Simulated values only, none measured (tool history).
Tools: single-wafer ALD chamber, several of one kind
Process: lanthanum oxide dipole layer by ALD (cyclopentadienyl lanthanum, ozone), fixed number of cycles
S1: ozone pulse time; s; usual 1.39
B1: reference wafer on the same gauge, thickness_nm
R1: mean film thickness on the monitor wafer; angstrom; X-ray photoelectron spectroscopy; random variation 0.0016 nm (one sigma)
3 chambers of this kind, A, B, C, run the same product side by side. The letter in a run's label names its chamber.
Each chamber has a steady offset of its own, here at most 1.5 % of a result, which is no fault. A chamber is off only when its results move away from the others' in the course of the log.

Run 1B, hour 2.3: usual settings; B1 0.51893. Result: R1 5.4092 angstrom.
Run 2C, hour 6.2: usual settings; B1 0.51920. Result: R1 5.4762 angstrom.
Run 3A, hour 9.5: usual settings; B1 0.51927. Result: R1 5.4916 angstrom.
Run 4A, hour 12.3: usual settings; B1 0.51890. Result: R1 5.5049 angstrom.
Run 5C, hour 15.9: usual settings but S1 1.13 s; B1 0.51904. Result: R1 5.2253 angstrom.
Run 6B, hour 19.7: usual settings but S1 1.13 s; B1 0.51922. Result: R1 5.1857 angstrom.
Run 7A, hour 22.4: usual settings but S1 1.13 s; B1 0.51890. Result: R1 5.2440 angstrom.
Run 8B, hour 25.6: usual settings; B1 0.51937. Result: R1 5.4585 angstrom.
Run 9C, hour 29.9: usual settings; B1 0.51892. Result: R1 5.4535 angstrom.
Run 10C, hour 34.6: usual settings; B1 0.51903. Result: R1 5.4834 angstrom.
Run 11B, hour 38.2: usual settings; B1 0.51883. Result: R1 5.4351 angstrom.
Run 12A, hour 42.0: usual settings; B1 0.51898. Result: R1 5.4567 angstrom.
Run 13B, hour 45.0: usual settings; B1 0.51900. Result: R1 5.4309 angstrom.
Run 14A, hour 49.3: usual settings but S1 1.11 s; B1 0.51895. Result: R1 5.2163 angstrom.
Run 15C, hour 54.2: usual settings but S1 1.11 s; B1 0.51922. Result: R1 5.2005 angstrom.
Run 16C, hour 57.2: usual settings but S1 1.11 s; B1 0.51866. Result: R1 5.2059 angstrom.
Run 17B, hour 59.8: usual settings; B1 0.51899. Result: R1 5.4405 angstrom.
Run 18A, hour 63.5: usual settings but S1 0.94 s; B1 0.51922. Result: R1 4.9567 angstrom.
Run 19A, hour 68.1: usual settings but S1 0.94 s; B1 0.51893. Result: R1 4.9882 angstrom.
Run 20C, hour 70.7: usual settings but S1 0.94 s; B1 0.51927. Result: R1 4.9535 angstrom.
Run 21B, hour 74.3: usual settings; B1 0.51908. Result: R1 5.4219 angstrom.
Run 22A, hour 78.8: usual settings; B1 0.51913. Result: R1 5.4851 angstrom.
Run 23B, hour 83.8: usual settings; B1 0.51895. Result: R1 5.4334 angstrom.
Run 24C, hour 88.2: usual settings; B1 0.51925. Result: R1 5.4676 angstrom.
Run 25C, hour 92.4: usual settings; B1 0.51912. Result: R1 5.4598 angstrom.
Run 26A, hour 96.6: usual settings; B1 0.51880. Result: R1 5.4855 angstrom.
Run 27B, hour 100.9: usual settings; B1 0.51907. Result: R1 5.4280 angstrom.
Run 28A, hour 103.7: usual settings; B1 0.51890. Result: R1 5.4841 angstrom.
Run 29C, hour 106.3: usual settings; B1 0.51881. Result: R1 5.4685 angstrom.
Run 30B, hour 109.4: usual settings; B1 0.51886. Result: R1 5.4255 angstrom.
Run 31B, hour 112.8: usual settings; B1 0.51893. Result: R1 5.4292 angstrom.
Run 32A, hour 115.9: usual settings; B1 0.51942. Result: R1 5.4582 angstrom.
Run 33C, hour 118.4: usual settings but S1 1.21 s; B1 0.51904. Result: R1 5.3059 angstrom.
Run 34C, hour 122.8: usual settings but S1 1.21 s; B1 0.51918. Result: R1 5.3065 angstrom.
Run 35B, hour 126.7: usual settings but S1 1.21 s; B1 0.51900. Result: R1 5.2715 angstrom.
Run 36A, hour 131.2: usual settings; B1 0.51924. Result: R1 5.4813 angstrom.
Run 37A, hour 134.7: usual settings; B1 0.51922. Result: R1 5.4765 angstrom.
Run 38C, hour 137.1: usual settings; B1 0.51903. Result: R1 5.4701 angstrom.
Run 39B, hour 139.6: usual settings but S1 0.87 s; B1 0.51881. Result: R1 4.7695 angstrom.

What goes on in this fleet: one chamber off, a drifting gauge, or nothing beyond the chambers' own small offsets? Name the chamber and the cause, if any.

No chamber stands off beyond its own small offset, and the gauge holds steady.

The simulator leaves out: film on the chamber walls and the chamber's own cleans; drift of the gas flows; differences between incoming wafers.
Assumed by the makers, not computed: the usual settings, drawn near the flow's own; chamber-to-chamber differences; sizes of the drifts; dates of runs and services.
